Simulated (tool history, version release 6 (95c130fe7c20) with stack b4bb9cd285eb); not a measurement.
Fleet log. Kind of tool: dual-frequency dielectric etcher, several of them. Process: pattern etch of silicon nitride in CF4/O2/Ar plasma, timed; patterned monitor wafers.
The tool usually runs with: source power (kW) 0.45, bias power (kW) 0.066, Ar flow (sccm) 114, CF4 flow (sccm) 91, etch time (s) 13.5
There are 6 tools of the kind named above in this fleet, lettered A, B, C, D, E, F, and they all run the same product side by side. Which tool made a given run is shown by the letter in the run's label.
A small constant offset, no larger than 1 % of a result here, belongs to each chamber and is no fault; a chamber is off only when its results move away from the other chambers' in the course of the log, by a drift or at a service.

run,hour,source power (kW),bias power (kW),Ar flow (sccm),CF4 flow (sccm),etch time (s),hours since the last wet clean,hours since the last source power generator calibration,hours since the last bias power generator calibration,hours since the last Ar flow controller change,hours since the last CF4 flow controller change,"read-back reference wafer on the same gauge, depth_nm",mean etch depth across the wafer (nm)
1A,3.5,0.45,0.066,114,91,13.5,555.5,4212.5,713.6,275.4,348,23.703,25.404
2C,8.7,0.45,0.066,114,91,13.5,130.2,2547.1,790.8,938.5,2201.6,23.7,25.554
3E,15.6,0.45,0.066,114,91,13.5,232.2,2640.7,728.9,4492.4,354.8,23.716,25.567
4B,20.5,0.45,0.066,114,91,13.5,162.2,1428.7,1972.9,330.8,933.6,23.718,25.496
5D,26.2,0.45,0.066,114,91,13.5,239.1,2119.5,1400.7,2961.4,2964.2,23.72,25.366
6F,29.9,0.45,0.066,114,91,13.5,182.1,261.6,410.7,270.6,2071,23.714,25.286
7B,37,0.45,0.066,114,91,13.5,178.7,1445.2,1989.4,347.3,950.1,23.722,25.432
8D,42.8,0.45,0.066,127,91,15,255.7,2136.1,1417.3,2978,2980.8,23.727,27.741
9C,47,0.45,0.066,127,91,15,168.5,2585.4,829.1,976.8,2239.9,23.73,28.046
10E,51.5,0.45,0.066,127,91,15,268.1,2676.6,764.8,4528.3,390.7,23.736,28.136
11A,58.2,0.45,0.066,127,91,15,610.2,4267.2,768.3,330.1,402.7,23.725,27.873
12F,64.6,0.45,0.066,127,91,15,216.8,296.3,445.4,305.3,2105.7,23.741,27.807
# hour 66.2: chamber A: wet clean of the chamber
13E,69.9,0.45,0.066,127,91,15,286.5,2695,783.2,4546.7,409.1,23.739,28.163
14B,76.8,0.45,0.066,133,91,16.5,218.5,1485,2029.2,387.1,989.9,23.754,30.685
15C,83.1,0.45,0.066,133,91,16.5,204.6,2621.5,865.2,1012.9,2276,23.746,30.8
16D,90.1,0.45,0.066,133,91,16.5,303,2183.4,1464.6,3025.3,3028.1,23.765,30.436
17A,94.7,0.45,0.066,133,91,16.5,28.6,4303.7,804.8,366.6,439.2,23.752,30.565
18F,98.5,0.45,0.066,133,91,16.5,250.7,330.2,479.3,339.2,2139.6,23.759,30.512
19A,103.8,0.45,0.066,133,91,16.5,37.7,4312.8,813.9,375.7,448.3,23.769,30.485
20E,109,0.45,0.066,114,91,13.5,325.6,2734.1,822.3,4585.8,448.2,23.769,25.647
21F,113.2,0.45,0.066,114,91,13.5,265.4,344.9,494,353.9,2154.3,23.774,25.358
22C,117.8,0.45,0.066,114,91,13.5,239.3,2656.2,899.9,1047.6,2310.7,23.771,25.676
# hour 119: chamber A: source power generator calibrated
23D,123.5,0.45,0.066,114,91,13.5,336.4,2216.8,1498,3058.7,3061.5,23.773,25.364
24B,129.1,0.45,0.066,114,91,13.5,270.8,1537.3,2081.5,439.4,1042.2,23.784,25.562
25B,132.7,0.45,0.066,114,91,13.5,274.4,1540.9,2085.1,443,1045.8,23.784,25.561
26F,136.7,0.45,0.066,114,91,13.5,288.9,368.4,517.5,377.4,2177.8,23.79,25.383
27C,141.1,0.45,0.066,114,91,13.5,262.6,2679.5,923.2,1070.9,2334,23.787,25.627
28E,147.4,0.45,0.076,114,91,11.5,364,2772.5,860.7,4624.2,486.6,23.788,23.161
29D,153,0.45,0.076,114,91,11.5,365.9,2246.3,1527.5,3088.2,3091,23.788,22.954
30A,158.9,0.45,0.076,114,91,11.5,92.8,39.9,869,430.8,503.4,23.809,23.021
31E,165,0.45,0.076,114,91,11.5,381.6,2790.1,878.3,4641.8,504.2,23.801,23.126
32F,171.2,0.45,0.076,114,91,11.5,323.4,402.9,552,411.9,2212.3,23.804,22.905
33B,174.8,0.45,0.076,114,91,11.5,316.5,1583,2127.2,485.1,1087.9,23.812,23.136
34D,180.8,0.45,0.066,114,91,13.5,393.7,2274.1,1555.3,3116,3118.8,23.81,25.492
35C,188.4,0.52,0.079,114,91,13.5,309.9,2726.8,970.5,1118.2,2381.3,23.82,31.33
36A,192,0.52,0.079,114,91,13.5,125.9,73,902.1,463.9,536.5,23.814,31.131
37C,198.4,0.52,0.079,114,91,13.5,319.9,2736.8,980.5,1128.2,2391.3,23.818,31.373
38A,205.1,0.52,0.079,114,91,13.5,139,86.1,915.2,477,549.6,23.835,31.158
39E,211,0.52,0.079,114,91,13.5,427.6,2836.1,924.3,4687.8,550.2,23.822,31.367
40F,215.8,0.52,0.079,114,91,13.5,368,447.5,596.6,456.5,2256.9,23.831,30.957

What goes on in this fleet: one chamber off, a drifting gauge, or nothing beyond the chambers' own small offsets? Name the chamber and the cause, if any.

Gauge drift. The chambers move together only on paper, and none stands off.
Likeliest cause: gauge reads high (%) = 0.581.
